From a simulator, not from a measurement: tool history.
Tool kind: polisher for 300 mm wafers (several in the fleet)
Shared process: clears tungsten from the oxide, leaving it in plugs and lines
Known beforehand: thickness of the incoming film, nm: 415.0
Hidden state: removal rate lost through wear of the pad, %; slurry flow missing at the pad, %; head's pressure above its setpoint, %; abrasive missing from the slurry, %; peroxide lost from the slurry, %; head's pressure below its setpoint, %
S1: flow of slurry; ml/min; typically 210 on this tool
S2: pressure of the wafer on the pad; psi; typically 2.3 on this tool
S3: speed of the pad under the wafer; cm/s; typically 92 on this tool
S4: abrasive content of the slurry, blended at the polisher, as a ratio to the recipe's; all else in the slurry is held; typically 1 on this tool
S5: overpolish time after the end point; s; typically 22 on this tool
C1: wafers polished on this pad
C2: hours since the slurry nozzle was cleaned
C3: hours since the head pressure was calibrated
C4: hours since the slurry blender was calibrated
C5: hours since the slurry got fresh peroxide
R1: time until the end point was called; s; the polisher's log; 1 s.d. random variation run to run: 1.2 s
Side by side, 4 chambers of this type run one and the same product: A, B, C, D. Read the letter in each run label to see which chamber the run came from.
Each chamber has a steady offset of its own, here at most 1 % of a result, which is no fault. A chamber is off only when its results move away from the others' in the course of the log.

{"run": "1C", "day": 0.117, "S1": 210, "S2": 2.3, "S3": 92, "S4": 1, "S5": 22, "C1": 198, "C2": 236.5, "C3": 712.4, "C4": 139.8, "C5": 42, "R1": 143.6}
{"run": "2B", "day": 0.279, "S1": 210, "S2": 2.3, "S3": 92, "S4": 1, "S5": 22, "C1": 264, "C2": 242.6, "C3": 199.4, "C4": 308.2, "C5": 172.4, "R1": 146.98}
{"day": 0.412, "done": "chamber B: slurry tank refilled with fresh slurry and peroxide"}
{"run": "3A", "day": 0.421, "S1": 210, "S2": 2.3, "S3": 92, "S4": 1, "S5": 22, "C1": 688, "C2": 78.4, "C3": 78.6, "C4": 156.8, "C5": 63, "R1": 145.97}
{"run": "4D", "day": 0.562, "S1": 210, "S2": 2.3, "S3": 92, "S4": 1, "S5": 22, "C1": 800, "C2": 54.9, "C3": 387.3, "C4": 62, "C5": 44.1, "R1": 146.62}
{"day": 0.683, "done": "chamber B: slurry nozzle cleaned"}
{"run": "5B", "day": 0.725, "S1": 175, "S2": 2.3, "S3": 92, "S4": 1, "S5": 22, "C1": 354, "C2": 1, "C3": 210.1, "C4": 318.9, "C5": 7.6, "R1": 150.65}
{"day": 0.808, "done": "chamber A: worn pad replaced by a new one"}
{"run": "6C", "day": 0.858, "S1": 175, "S2": 2.3, "S3": 92, "S4": 1, "S5": 22, "C1": 348, "C2": 254.3, "C3": 730.2, "C4": 157.6, "C5": 59.8, "R1": 148.89}
{"run": "7D", "day": 1.0, "S1": 175, "S2": 2.3, "S3": 92, "S4": 1, "S5": 22, "C1": 889, "C2": 65.4, "C3": 397.8, "C4": 72.5, "C5": 54.6, "R1": 147.59}
{"run": "8A", "day": 1.162, "S1": 175, "S2": 2.3, "S3": 92, "S4": 1, "S5": 22, "C1": 72, "C2": 96.2, "C3": 96.4, "C4": 174.6, "C5": 80.8, "R1": 149.78}
{"run": "9B", "day": 1.288, "S1": 210, "S2": 2.3, "S3": 92, "S4": 1, "S5": 22, "C1": 469, "C2": 14.5, "C3": 223.6, "C4": 332.4, "C5": 21.1, "R1": 145.59}
{"run": "10C", "day": 1.421, "S1": 210, "S2": 2.3, "S3": 64, "S4": 0.75, "S5": 22, "C1": 463, "C2": 267.8, "C3": 743.7, "C4": 171.1, "C5": 73.3, "R1": 224.41}
{"run": "11D", "day": 1.571, "S1": 210, "S2": 2.3, "S3": 64, "S4": 0.75, "S5": 22, "C1": 1005, "C2": 79.1, "C3": 411.5, "C4": 86.2, "C5": 68.3, "R1": 225.97}
{"run": "12A", "day": 1.75, "S1": 210, "S2": 2.3, "S3": 64, "S4": 0.75, "S5": 22, "C1": 191, "C2": 110.3, "C3": 110.5, "C4": 188.7, "C5": 94.9, "R1": 224.15}
{"run": "13B", "day": 1.833, "S1": 210, "S2": 2.3, "S3": 64, "S4": 0.75, "S5": 22, "C1": 580, "C2": 27.6, "C3": 236.7, "C4": 345.5, "C5": 34.2, "R1": 226.88}
{"run": "14D", "day": 1.992, "S1": 210, "S2": 2.3, "S3": 92, "S4": 1, "S5": 22, "C1": 1091, "C2": 89.2, "C3": 421.6, "C4": 96.3, "C5": 78.4, "R1": 146.21}
{"run": "15A", "day": 2.138, "S1": 210, "S2": 2.3, "S3": 92, "S4": 1, "S5": 22, "C1": 270, "C2": 119.6, "C3": 119.8, "C4": 198, "C5": 104.2, "R1": 146.5}
{"day": 2.146, "done": "chamber C: worn pad replaced by a new one"}
{"day": 2.158, "done": "chamber C: slurry blender recalibrated"}
{"run": "16C", "day": 2.321, "S1": 210, "S2": 2.3, "S3": 92, "S4": 1, "S5": 22, "C1": 35, "C2": 289.4, "C3": 765.3, "C4": 3.9, "C5": 94.9, "R1": 147.76}
{"run": "17B", "day": 2.467, "S1": 210, "S2": 2.3, "S3": 92, "S4": 1, "S5": 22, "C1": 709, "C2": 42.8, "C3": 251.9, "C4": 360.7, "C5": 49.4, "R1": 147.76}
{"run": "18D", "day": 2.617, "S1": 210, "S2": 2.3, "S3": 104, "S4": 1, "S5": 22, "C1": 1218, "C2": 104.2, "C3": 436.6, "C4": 111.3, "C5": 93.4, "R1": 129.33}
{"run": "19C", "day": 2.746, "S1": 210, "S2": 2.3, "S3": 104, "S4": 1, "S5": 22, "C1": 122, "C2": 299.6, "C3": 775.5, "C4": 14.1, "C5": 105.1, "R1": 131.61}
{"day": 2.767, "done": "chamber C: slurry tank refilled with fresh slurry and peroxide"}
{"run": "20A", "day": 2.846, "S1": 210, "S2": 2.3, "S3": 104, "S4": 1, "S5": 22, "C1": 414, "C2": 136.6, "C3": 136.8, "C4": 215, "C5": 121.2, "R1": 128.42}
{"run": "21A", "day": 2.971, "S1": 210, "S2": 2.3, "S3": 104, "S4": 1, "S5": 22, "C1": 440, "C2": 139.6, "C3": 139.8, "C4": 218, "C5": 124.2, "R1": 129.24}
{"run": "22D", "day": 3.092, "S1": 210, "S2": 2.3, "S3": 92, "S4": 1, "S5": 22, "C1": 1314, "C2": 115.6, "C3": 448, "C4": 122.7, "C5": 104.8, "R1": 145.31}
{"run": "23C", "day": 3.238, "S1": 210, "S2": 2.3, "S3": 92, "S4": 1, "S5": 22, "C1": 222, "C2": 311.4, "C3": 787.3, "C4": 25.9, "C5": 11.4, "R1": 151.01}
{"run": "24B", "day": 3.325, "S1": 210, "S2": 2.3, "S3": 92, "S4": 1, "S5": 22, "C1": 883, "C2": 63.4, "C3": 272.5, "C4": 381.3, "C5": 70, "R1": 147.39}
{"run": "25D", "day": 3.458, "S1": 210, "S2": 2.3, "S3": 92, "S4": 1, "S5": 22, "C1": 1389, "C2": 124.4, "C3": 456.8, "C4": 131.5, "C5": 113.6, "R1": 143.12}
{"run": "26C", "day": 3.558, "S1": 210, "S2": 2.3, "S3": 92, "S4": 1, "S5": 22, "C1": 287, "C2": 319.1, "C3": 795, "C4": 33.6, "C5": 19.1, "R1": 150.86}

Which is it: a chamber that has drifted or been left off by a service, a gauge drift common to all chambers, or only each chamber's usual small offset? If a chamber is off, name it and its likeliest cause.

It is chamber C that slowly wanders off from its peers.
Most likely cause: head's pressure below its setpoint, % = 4.25.
It could be hard to tell apart here from: slurry flow missing at the pad, %.

Here are 4 candidates for chamber C's next run, each the usual settings with a change, their results left as question marks. Which one brings its results back in line with what the others give on the usual settings?
In line here means within this much of the mean the other chambers give on the usual settings: R1 4.1 s
{"run": "27C-1", "day": 3.688, "S1": 210, "S2": 2.3, "S3": 88, "S4": 1, "S5": 22, "R1": "?"}
{"run": "27C-2", "day": 3.688, "S1": 210, "S2": 2.4, "S3": 96, "S4": 1, "S5": 22, "R1": "?"}
{"run": "27C-3", "day": 3.688, "S1": 210, "S2": 2.3, "S3": 96, "S4": 1, "S5": 22, "R1": "?"}
{"run": "27C-4", "day": 3.688, "S1": 210, "S2": 2.1, "S3": 92, "S4": 1, "S5": 22, "R1": "?"}

The other chambers' mean on the usual settings: R1 146.37 s
run=27C-1 R1=158.85
run=27C-2 R1=139.56
run=27C-3 R1=145.72
run=27C-4 R1=166.71
27C-3 puts the chamber back in line with the other chambers.
